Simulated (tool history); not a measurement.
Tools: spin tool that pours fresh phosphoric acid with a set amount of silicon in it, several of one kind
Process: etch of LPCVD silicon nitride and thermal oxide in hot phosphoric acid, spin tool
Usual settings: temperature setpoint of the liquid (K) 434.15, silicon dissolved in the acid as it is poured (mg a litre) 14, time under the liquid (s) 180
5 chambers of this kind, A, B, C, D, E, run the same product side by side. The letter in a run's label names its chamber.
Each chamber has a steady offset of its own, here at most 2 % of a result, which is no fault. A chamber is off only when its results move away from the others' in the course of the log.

run,hour,temperature setpoint of the liquid (K),silicon dissolved in the acid as it is poured (mg a litre),time under the liquid (s),hours since the thermometer was replaced,hours since the dissolved silicon flow meter was replaced,hours since the heated supply line was repaired,"read-back film thickness of the LPCVD silicon nitride reference wafer, read on the same gauge (nm)","read-back film thickness of the thermal oxide reference wafer, read on the same gauge (nm)",thickness taken off the LPCVD silicon nitride on a monitor wafer (nm),thickness taken off the thermal oxide on a monitor wafer (nm)
1C,3.1,434.15,14,180,1161.5,1398.8,2487.0,30.011,79.990,17.8500,0.37914
2E,7.6,434.15,14,180,393.6,255.1,1955.1,30.005,79.984,18.0010,0.36761
3B,10.8,434.15,14,180,568.1,86.3,2542.2,30.010,80.013,17.5940,0.36227
4A,14.3,434.15,14,180,48.9,358.7,167.0,30.000,79.997,17.7040,0.40309
5D,20.8,434.15,14,180,742.6,190.8,766.0,29.981,79.987,17.8180,0.40028
6A,26.0,434.15,14,180,60.6,370.4,178.7,29.987,79.965,17.8480,0.37202
7E,29.8,434.15,14,180,415.8,277.3,1977.3,29.952,80.041,18.2130,0.39579
8D,34.8,434.15,14,180,756.6,204.8,780.0,29.982,79.984,17.6690,0.41019
9B,40.3,434.15,14,180,597.6,115.8,2571.7,29.974,79.946,17.8910,0.37194
10C,43.4,434.15,14,180,1201.8,1439.1,2527.3,29.998,79.986,17.5730,0.35104
11E,49.1,434.15,10,180,435.1,296.6,1996.6,29.976,80.020,17.9570,0.43615
12B,55.0,434.15,10,180,612.3,130.5,2586.4,29.951,79.968,17.7400,0.43548
13A,61.5,434.15,10,180,96.1,405.9,214.2,29.981,79.997,17.3280,0.38320
14D,65.0,434.15,10,180,786.8,235.0,810.2,29.969,80.047,17.7460,0.39902
15C,68.9,434.15,10,180,1227.3,1464.6,2552.8,30.033,80.000,17.9930,0.44202
16A,72.6,434.15,14,180,107.2,417.0,225.3,30.035,80.001,17.4080,0.35348
17E,76.3,434.15,14,180,462.3,323.8,2023.8,30.005,80.015,17.9990,0.35466
18C,81.1,434.15,14,180,1239.5,1476.8,2565.0,30.040,80.015,17.9830,0.38758
19B,86.3,434.15,14,180,643.6,161.8,2617.7,29.989,79.982,17.8130,0.38024
20D,92.3,434.15,14,180,814.1,262.3,837.5,29.975,80.002,17.9230,0.36115
21A,98.1,435.65,14,130,132.7,442.5,250.8,29.981,80.020,13.0270,0.29001
22E,102.2,435.65,14,130,488.2,349.7,2049.7,29.999,80.022,13.8280,0.30185
23D,107.9,435.65,14,130,829.7,277.9,853.1,29.937,80.037,13.5900,0.33611
24C,110.9,435.65,14,130,1269.3,1506.6,2594.8,30.009,80.056,13.4910,0.31691
25B,115.1,435.65,14,130,672.4,190.6,2646.5,29.973,79.981,13.3830,0.29428
26A,119.7,435.15,14,85,154.3,464.1,272.4,30.033,80.035,8.2389,0.16237
27C,126.2,435.15,14,85,1284.6,1521.9,2610.1,29.994,79.992,8.6875,0.19563
28E,131.3,435.15,14,85,517.3,378.8,2078.8,29.985,80.010,8.9627,0.18650
29B,136.7,435.15,14,85,694.0,212.2,2668.1,30.018,79.999,8.6759,0.17025
30D,142.1,435.15,14,85,863.9,312.1,887.3,30.024,79.983,8.7963,0.21773
31D,148.1,434.15,14,180,869.9,318.1,893.3,29.965,80.002,17.6170,0.42029
32E,151.1,434.15,14,180,537.1,398.6,2098.6,29.995,80.018,18.0030,0.35120
33C,156.7,434.15,14,180,1315.1,1552.4,2640.6,30.033,80.019,17.8800,0.39630
34B,160.1,434.15,14,180,717.4,235.6,2691.5,29.973,79.998,17.4560,0.38661
35A,166.5,434.15,14,180,201.1,510.9,319.2,29.980,79.977,16.5190,0.32525

Is one chamber off against the others, does the gauge drift, or is nothing wrong? If a chamber is off, say which, and what the likeliest cause is.

Chamber A drifts away from the others.
Cause: temperature lost on the way to the wafer (K) = 2.17.
The log may not tell that from: liquid colder than its thermometer reads (K).

Here are 4 candidates for chamber A's next run, each the usual settings with a change, their results left as question marks. Which one brings its results back in line with what the others give on the usual settings?
In line means no further than this from the other chambers' mean on the usual settings: thickness taken off the LPCVD silicon nitride on a monitor wafer (nm) 0.5300; thickness taken off the thermal oxide on a monitor wafer (nm) 0.07400
36A-1,171.2,434.65,11.5,190,,,,,,?,?
36A-2,171.2,433.65,16.5,170,,,,,,?,?
36A-3,171.2,433.65,18.5,160,,,,,,?,?
36A-4,171.2,434.65,9.5,200,,,,,,?,?

The other chambers' mean on the usual settings: thickness taken off the LPCVD silicon nitride on a monitor wafer (nm) 17.8560; thickness taken off the thermal oxide on a monitor wafer (nm) 0.38331
run,thickness taken off the LPCVD silicon nitride on a monitor wafer (nm),thickness taken off the thermal oxide on a monitor wafer (nm)
36A-1,17.8010,0.38782
36A-2,15.3940,0.28485
36A-3,14.4880,0.25417
36A-4,18.7380,0.42700
36A-1 brings the chamber back in line.
